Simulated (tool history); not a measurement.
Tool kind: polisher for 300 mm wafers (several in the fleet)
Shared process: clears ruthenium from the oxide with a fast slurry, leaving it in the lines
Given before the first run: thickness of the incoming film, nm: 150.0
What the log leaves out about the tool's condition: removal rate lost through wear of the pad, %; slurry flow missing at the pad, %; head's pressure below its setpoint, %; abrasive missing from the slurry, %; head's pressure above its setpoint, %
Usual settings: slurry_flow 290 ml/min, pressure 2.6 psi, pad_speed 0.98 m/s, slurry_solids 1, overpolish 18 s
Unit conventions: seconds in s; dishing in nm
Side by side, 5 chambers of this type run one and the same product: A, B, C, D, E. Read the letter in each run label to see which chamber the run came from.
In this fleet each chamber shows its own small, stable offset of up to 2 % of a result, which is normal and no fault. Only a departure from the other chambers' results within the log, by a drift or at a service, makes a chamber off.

run   hour  slurry_flow  pressure  pad_speed  slurry_solids  overpolish  wafers polished on this pad  hours since the slurry nozzle was cleaned  hours since the head pressure was calibrated  hours since the slurry blender was calibrated  seconds  dishing
 1C    7.9          290       2.6       0.98              1          18                          211                                      521.9                                         895.5                                          180.9   45.907   46.166
      11.6  -- chamber B: head pressure recalibrated
 2D   16.7          290       2.6       0.98              1          18                          390                                      208.1                                         260.1                                          306.9   45.223   45.976
 3E   22.1          290       2.6       0.98              1          18                          656                                      781.1                                         215.3                                          159.6   45.577   47.188
      27.1  -- chamber E: worn pad replaced by a new one
 4B   28.6          290       2.6       0.98              1          18                          549                                      182.5                                            17                                           76.3   45.683   48.802
      34.1  -- chamber D: worn pad replaced by a new one
 5A   37.6          290       2.6       0.98              1          27                          723                                      125.2                                         394.5                                          246.8    45.92   67.381
      40.7  -- chamber A: worn pad replaced by a new one
 6A   42.7          290       2.6       0.98              1          27                           21                                      130.3                                         399.6                                          251.9   45.359   67.257
 7B   47.5          290       2.6       0.98              1          27                          747                                      201.4                                          35.9                                           95.2    45.88    68.86
 8E   51.7          290       2.6       0.98              1          27                          258                                      810.7                                         244.9                                          189.2   45.047   66.184
 9D   58.3          290       2.6       0.98              1          27                          254                                      249.7                                         301.7                                          348.5   46.221   65.991
      65.8  -- chamber B: worn pad replaced by a new one
10C   67.1          290       2.6       0.98              1          18                          831                                      581.1                                         954.7                                          240.1   45.555   48.275
11B     76          290       2.6       0.98              1          18                          107                                      229.9                                          64.4                                          123.7   44.878    49.63
12C   80.4          290       2.6       0.98              1          18                          970                                      594.4                                           968                                          253.4   45.942   46.238
        83  -- chamber D: worn pad replaced by a new one
      86.4  -- chamber C: worn pad replaced by a new one
13E   88.3          290       3.2       0.98              1          18                          641                                      847.3                                         281.5                                          225.8   36.424   56.088
      93.4  -- chamber E: worn pad replaced by a new one
14A   93.8          290       3.2       0.98              1          18                          556                                      181.4                                         450.7                                            303   36.699   56.152
       100  -- chamber A: worn pad replaced by a new one
15D  100.4          290       3.2       0.98              1          18                          182                                      291.8                                         343.8                                          390.6   36.575   57.814
     101.3  -- chamber E: head pressure recalibrated
16A  109.5          290       3.2       0.98              1          18                           99                                      197.1                                         466.4                                          318.7   37.301   59.116
17B  115.4          290       3.2       0.98              1          18                          520                                      269.3                                         103.8                                          163.1   36.845   57.379
18E  122.9          290       2.6       0.98              1          18                          308                                      881.9                                          21.6                                          260.4    45.29    45.17
     123.1  -- chamber B: slurry blender recalibrated
19D  130.9          290       2.6       0.98              1          18                          502                                      322.3                                         374.3                                          421.1   43.858   48.452
20C    135          290       2.6       0.98              1          18                          509                                        649                                        1022.6                                            308   45.758   45.022
     140.7  -- chamber D: slurry blender recalibrated
21C  144.1          290       2.6       0.98              1          18                          604                                      658.1                                        1031.7                                          317.1   45.998   46.977
     145.9  -- chamber D: worn pad replaced by a new one
22B  148.7          290       2.6       0.98              1          18                          868                                      302.6                                         137.1                                           25.7   46.459   48.298
     152.8  -- chamber B: worn pad replaced by a new one
23D    153          290       2.6       0.98              1          18                           75                                      344.4                                         396.4                                           12.4   42.558   49.389
     157.1  -- chamber E: slurry nozzle cleaned
24E  161.9          290       2.6       0.98              1          18                          717                                        4.9                                          60.6                                          299.4   45.261   46.857
25A  166.1          290       2.6       0.98              1          18                          692                                      253.7                                           523                                          375.3   46.632   47.493
     167.4  -- chamber E: worn pad replaced by a new one
26A  171.5          290       2.6       0.98              1          18                          749                                      259.1                                         528.4                                          380.7   45.121   48.196
27E  175.8          290       2.6       0.98              1          18                           88                                       18.8                                          74.5                                          313.3   45.374   47.118
     176.2  -- chamber A: worn pad replaced by a new one
28B  180.4          290       2.6       0.98              1          18                          290                                      334.3                                         168.8                                           57.4   46.108   47.056
     185.6  -- chamber C: worn pad replaced by a new one
29C  187.9          290       2.6       0.98            1.1          18                           24                                      701.9                                        1075.5                                          360.9   44.866   47.794
30D  196.3          290       2.6       0.98            1.1          18                          528                                      387.7                                         439.7                                           55.7   40.238   53.278
31A  205.2          290       2.6       0.98            1.1          18                          304                                      292.8                                         562.1                                          414.4   44.074   48.779

One chamber off, gauge drift, or nothing amiss beyond the chambers' own small offsets? If it is a chamber, which one, and what is the likeliest cause?

One chamber, D, drifts off from the rest bit by bit.
Most likely cause: head's pressure above its setpoint, % = 12.

Below are 4 candidate recipes for chamber D's next run, each the usual settings with a change, their results shown as question marks. Which of them brings D's results back in line with what the other chambers give on the usual settings?
In-line tolerance around the mean of the other chambers on the usual settings: seconds 2.3 s; dishing 3.4 nm
32D-1  212.1          290       2.5       0.92              1          18                                                                                                                                                                             ?        ?
32D-2  212.1          290       2.6       0.96              1          18                                                                                                                                                                             ?        ?
32D-3  212.1          290       2.6          1              1          18                                                                                                                                                                             ?        ?
32D-4  212.1          290       2.7       1.04              1          18                                                                                                                                                                             ?        ?

Other chambers, usual settings, mean: seconds 45.704 s; dishing 47.225 nm
  run  seconds  dishing
32D-1   45.368   47.696
32D-2   41.752    51.28
32D-3   40.058    53.15
32D-4   37.049   56.826
It is 32D-1 that realigns the chamber with its peers.
